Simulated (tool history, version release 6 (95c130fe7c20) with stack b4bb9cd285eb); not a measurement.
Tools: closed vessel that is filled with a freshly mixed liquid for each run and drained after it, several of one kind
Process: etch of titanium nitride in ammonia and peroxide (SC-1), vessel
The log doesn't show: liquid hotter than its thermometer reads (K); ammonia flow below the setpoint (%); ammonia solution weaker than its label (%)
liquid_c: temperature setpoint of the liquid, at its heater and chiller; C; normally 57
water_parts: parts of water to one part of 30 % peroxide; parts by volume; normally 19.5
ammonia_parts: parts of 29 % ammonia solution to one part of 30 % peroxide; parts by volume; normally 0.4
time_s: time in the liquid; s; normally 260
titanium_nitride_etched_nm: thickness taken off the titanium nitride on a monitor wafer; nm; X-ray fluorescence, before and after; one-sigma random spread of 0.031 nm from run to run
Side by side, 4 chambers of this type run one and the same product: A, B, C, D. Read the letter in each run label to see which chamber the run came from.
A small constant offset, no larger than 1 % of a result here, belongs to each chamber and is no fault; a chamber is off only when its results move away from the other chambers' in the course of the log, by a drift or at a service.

run,day,liquid_c,water_parts,ammonia_parts,time_s,hours since the thermometer was replaced,hours since the ammonia flow meter was replaced,hours since the drum of ammonia solution was connected,"read-back film thickness of the titanium nitride reference wafer, read on the same gauge (nm)",titanium_nitride_etched_nm
1B,0.225,57,19.5,0.4,260,1189.9,451.4,500.1,40.004,9.5353
# day 0.529: chamber C: new drum of ammonia solution connected
2D,0.671,57,19.5,0.4,260,141.6,97.9,134.1,39.975,9.4747
3C,1.071,57,19.5,0.4,260,108.2,2076.1,13,39.98,9.4164
4A,1.333,57,19.5,0.4,260,520.7,714.5,571.7,40.005,9.431
5B,1.8,57,19.5,0.4,260,1227.7,489.2,537.9,39.971,9.4935
6C,2.217,57,19.5,0.4,260,135.7,2103.6,40.5,40.001,9.4747
7D,2.562,57,19.5,0.4,260,187,143.3,179.5,40.006,9.4969
8A,2.983,57,19.5,0.4,260,560.3,754.1,611.3,39.993,9.4431
9A,3.217,57,19.5,0.4,260,565.9,759.7,616.9,40.01,9.4268
# day 3.312: chamber B: ammonia flow meter replaced
10D,3.675,57,19.5,0.4,260,213.7,170,206.2,40.012,9.4925
11B,3.879,57,19.5,0.4,260,1277.6,13.7,587.8,40.002,9.6477
# day 4.158: chamber A: ammonia flow meter replaced
12C,4.267,57,19.5,0.4,260,184.9,2152.8,89.7,40.004,9.437
13C,4.717,57,19.5,0.4,260,195.7,2163.6,100.5,39.975,9.4746
14B,5.017,57,19.5,0.4,260,1304.9,41,615.1,39.991,9.7039
# day 5.338: chamber C: ammonia flow meter replaced
15D,5.471,50,19.5,0.4,175,256.8,213.1,249.3,40.01,3.9758
16A,5.892,50,19.5,0.4,175,630.1,41.7,681.1,39.992,3.8844
17A,6.254,50,19.5,0.4,175,638.8,50.4,689.8,39.996,3.8942
18B,6.575,50,19.5,0.4,175,1342.3,78.4,652.5,40.007,4.0662
# day 6.671: chamber A: thermometer replaced
19C,6.954,57,19.5,0.4,260,249.4,38.8,154.2,40.013,9.5135
20D,7.275,57,19.5,0.4,260,300.1,256.4,292.6,39.99,9.4638
21C,7.688,57,19.5,0.55,345,267,56.4,171.8,39.985,13.314
22A,7.904,57,19.5,0.55,345,29.6,90,729.4,40.038,13.221
23D,8.321,57,19.5,0.55,345,325.2,281.5,317.7,39.998,13.363
24B,8.6,57,19.5,0.55,345,1390.9,127,701.1,40.02,13.749
25A,8.875,57,19.5,0.4,260,52.9,113.3,752.7,39.985,9.4539
26D,9.196,57,19.5,0.4,215,346.2,302.5,338.7,40.013,7.8016
27B,9.533,57,19.5,0.4,215,1413.3,149.4,723.5,39.997,8.1089
28C,9.767,57,19.5,0.4,215,316.9,106.3,221.7,39.989,7.8185

Is one chamber out of step, is the gauge drifting, or do the chambers differ by no more than their own small offsets? For an off chamber, give its letter and the likeliest cause.

One chamber, B, drifts off from the rest bit by bit.
Cause: liquid hotter than its thermometer reads (K) = 0.506.

Below are 4 candidate recipes for chamber B's next run, each the usual settings with a change, their results shown as question marks. Which of them brings B's results back in line with what the other chambers give on the usual settings?
In line here means within this much of the mean the other chambers give on the usual settings: titanium_nitride_etched_nm 0.11 nm
29B-1,10.1,57,19.5,0.45,260,,,,,?
29B-2,10.1,57,21,0.4,260,,,,,?
29B-3,10.1,57,19.5,0.4,255,,,,,?
29B-4,10.1,57,19.5,0.5,260,,,,,?

Average result of the remaining chambers running the usual settings: titanium_nitride_etched_nm 9.4649 nm
run,titanium_nitride_etched_nm
29B-1,10.065
29B-2,9.4426
29B-3,9.6583
29B-4,10.262
Change 29B-2 lands the chamber within the allowed miss of the other chambers.

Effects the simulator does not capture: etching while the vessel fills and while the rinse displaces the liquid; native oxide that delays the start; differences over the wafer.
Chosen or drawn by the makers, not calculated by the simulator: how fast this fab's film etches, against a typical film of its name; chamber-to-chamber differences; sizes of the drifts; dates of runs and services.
